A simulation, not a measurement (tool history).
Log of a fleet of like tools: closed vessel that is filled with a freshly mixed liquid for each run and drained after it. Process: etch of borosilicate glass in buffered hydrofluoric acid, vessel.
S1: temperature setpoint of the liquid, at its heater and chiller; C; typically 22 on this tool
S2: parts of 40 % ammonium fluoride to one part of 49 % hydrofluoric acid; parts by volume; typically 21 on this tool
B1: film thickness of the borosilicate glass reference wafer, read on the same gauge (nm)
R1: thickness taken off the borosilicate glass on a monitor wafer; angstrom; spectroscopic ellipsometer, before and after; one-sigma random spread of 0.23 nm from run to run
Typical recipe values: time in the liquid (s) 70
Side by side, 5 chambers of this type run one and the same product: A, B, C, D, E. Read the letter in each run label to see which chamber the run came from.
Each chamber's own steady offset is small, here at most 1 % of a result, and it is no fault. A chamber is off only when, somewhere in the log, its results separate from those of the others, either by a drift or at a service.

run 1C hour=3.8 | S1=22 S2=21 time_in_the_liquid_(s)=70 | B1=70.002 | R1=379.74
run 2D hour=10.5 | S1=22 S2=21 time_in_the_liquid_(s)=70 | B1=70.015 | R1=382.8
run 3B hour=14.5 | S1=22 S2=21 time_in_the_liquid_(s)=70 | B1=70.007 | R1=380.11
run 4E hour=19 | S1=22 S2=21 time_in_the_liquid_(s)=70 | B1=70.004 | R1=385.14
run 5A hour=24.9 | S1=22 S2=21 time_in_the_liquid_(s)=70 | B1=69.959 | R1=380.65
run 6C hour=28.5 | S1=22 S2=21 time_in_the_liquid_(s)=70 | B1=70.023 | R1=380.71
run 7A hour=34.4 | S1=22 S2=21 time_in_the_liquid_(s)=70 | B1=69.932 | R1=377.23
run 8B hour=40.9 | S1=22 S2=21 time_in_the_liquid_(s)=70 | B1=69.984 | R1=384.96
run 9E hour=44.9 | S1=22 S2=21 time_in_the_liquid_(s)=70 | B1=69.987 | R1=382.32
run 10D hour=50.4 | S1=22 S2=21 time_in_the_liquid_(s)=70 | B1=69.998 | R1=390.4
run 11A hour=57.3 | S1=22 S2=21 time_in_the_liquid_(s)=70 | B1=70.005 | R1=378.48
-- hour=59.9 chamber E: hydrofluoric acid flow meter replaced
run 12D hour=62.8 | S1=22 S2=21 time_in_the_liquid_(s)=70 | B1=69.999 | R1=383.73
run 13B hour=69.8 | S1=22 S2=21 time_in_the_liquid_(s)=70 | B1=70.006 | R1=377.16
run 14E hour=74 | S1=22 S2=21 time_in_the_liquid_(s)=70 | B1=70.02 | R1=384.45
run 15C hour=77.1 | S1=22 S2=21 time_in_the_liquid_(s)=70 | B1=69.984 | R1=380.51
run 16E hour=83.2 | S1=22 S2=21 time_in_the_liquid_(s)=70 | B1=69.984 | R1=382.21
run 17B hour=89.7 | S1=22 S2=21 time_in_the_liquid_(s)=70 | B1=69.968 | R1=377.31
run 18D hour=93.3 | S1=22 S2=21 time_in_the_liquid_(s)=70 | B1=70.004 | R1=391.86
run 19C hour=96.7 | S1=22 S2=21 time_in_the_liquid_(s)=70 | B1=69.972 | R1=378.98
run 20A hour=101.5 | S1=22 S2=21 time_in_the_liquid_(s)=70 | B1=70.006 | R1=380.68
-- hour=102.2 chamber D: hydrofluoric acid flow meter replaced
run 21B hour=106.8 | S1=24.5 S2=21 time_in_the_liquid_(s)=50 | B1=70.005 | R1=313.43
run 22E hour=110.4 | S1=24.5 S2=21 time_in_the_liquid_(s)=50 | B1=70.008 | R1=312.1
run 23A hour=116.4 | S1=24.5 S2=21 time_in_the_liquid_(s)=50 | B1=70.01 | R1=311.39
run 24D hour=120.3 | S1=24.5 S2=21 time_in_the_liquid_(s)=50 | B1=69.988 | R1=315.47
run 25C hour=125 | S1=24.5 S2=21 time_in_the_liquid_(s)=50 | B1=69.993 | R1=309.97
run 26A hour=130.1 | S1=22 S2=21 time_in_the_liquid_(s)=70 | B1=69.973 | R1=384.41
run 27C hour=136.7 | S1=22 S2=21 time_in_the_liquid_(s)=70 | B1=69.959 | R1=383.34
run 28D hour=141.4 | S1=22 S2=21 time_in_the_liquid_(s)=70 | B1=69.984 | R1=386.28
run 29B hour=145.7 | S1=22 S2=21 time_in_the_liquid_(s)=70 | B1=69.997 | R1=392.78
run 30E hour=151.2 | S1=22 S2=21 time_in_the_liquid_(s)=70 | B1=70.014 | R1=384.49
run 31C hour=156.8 | S1=22 S2=21 time_in_the_liquid_(s)=70 | B1=69.958 | R1=378.92
run 32A hour=163.3 | S1=17 S2=21 time_in_the_liquid_(s)=70 | B1=69.979 | R1=285.85
run 33D hour=167.3 | S1=17 S2=21 time_in_the_liquid_(s)=70 | B1=70.029 | R1=292.35
run 34E hour=170.9 | S1=17 S2=21 time_in_the_liquid_(s)=70 | B1=70.04 | R1=289.77
run 35B hour=174 | S1=17 S2=21 time_in_the_liquid_(s)=70 | B1=70.039 | R1=302.19
run 36D hour=179 | S1=17 S2=21 time_in_the_liquid_(s)=70 | B1=69.989 | R1=294.28
run 37C hour=185.7 | S1=22 S2=21 time_in_the_liquid_(s)=70 | B1=70.035 | R1=379.65
run 38A hour=190.3 | S1=22 S2=21 time_in_the_liquid_(s)=70 | B1=70.051 | R1=379.71
run 39E hour=195.5 | S1=22 S2=21 time_in_the_liquid_(s)=70 | B1=70.009 | R1=387.34
run 40B hour=201.2 | S1=22 S2=21 time_in_the_liquid_(s)=70 | B1=70.007 | R1=406.84
run 41B hour=207.2 | S1=22 S2=21 time_in_the_liquid_(s)=70 | B1=69.991 | R1=404.08
run 42D hour=212.8 | S1=22 S2=29 time_in_the_liquid_(s)=70 | B1=70.052 | R1=309.29
run 43C hour=219 | S1=22 S2=29 time_in_the_liquid_(s)=70 | B1=70.021 | R1=301.52

Each of the 5 chambers runs these same settings next. Fill in every chamber's results:
run 44A hour=224 | S1=22 S2=26 time_in_the_liquid_(s)=70 | R1=?
run 44B hour=224 | S1=22 S2=26 time_in_the_liquid_(s)=70 | R1=?
run 44C hour=224 | S1=22 S2=26 time_in_the_liquid_(s)=70 | R1=?
run 44D hour=224 | S1=22 S2=26 time_in_the_liquid_(s)=70 | R1=?
run 44E hour=224 | S1=22 S2=26 time_in_the_liquid_(s)=70 | R1=?

run=44A R1=326.52
run=44B R1=346.53
run=44C R1=326.93
run=44D R1=331.95
run=44E R1=329.53
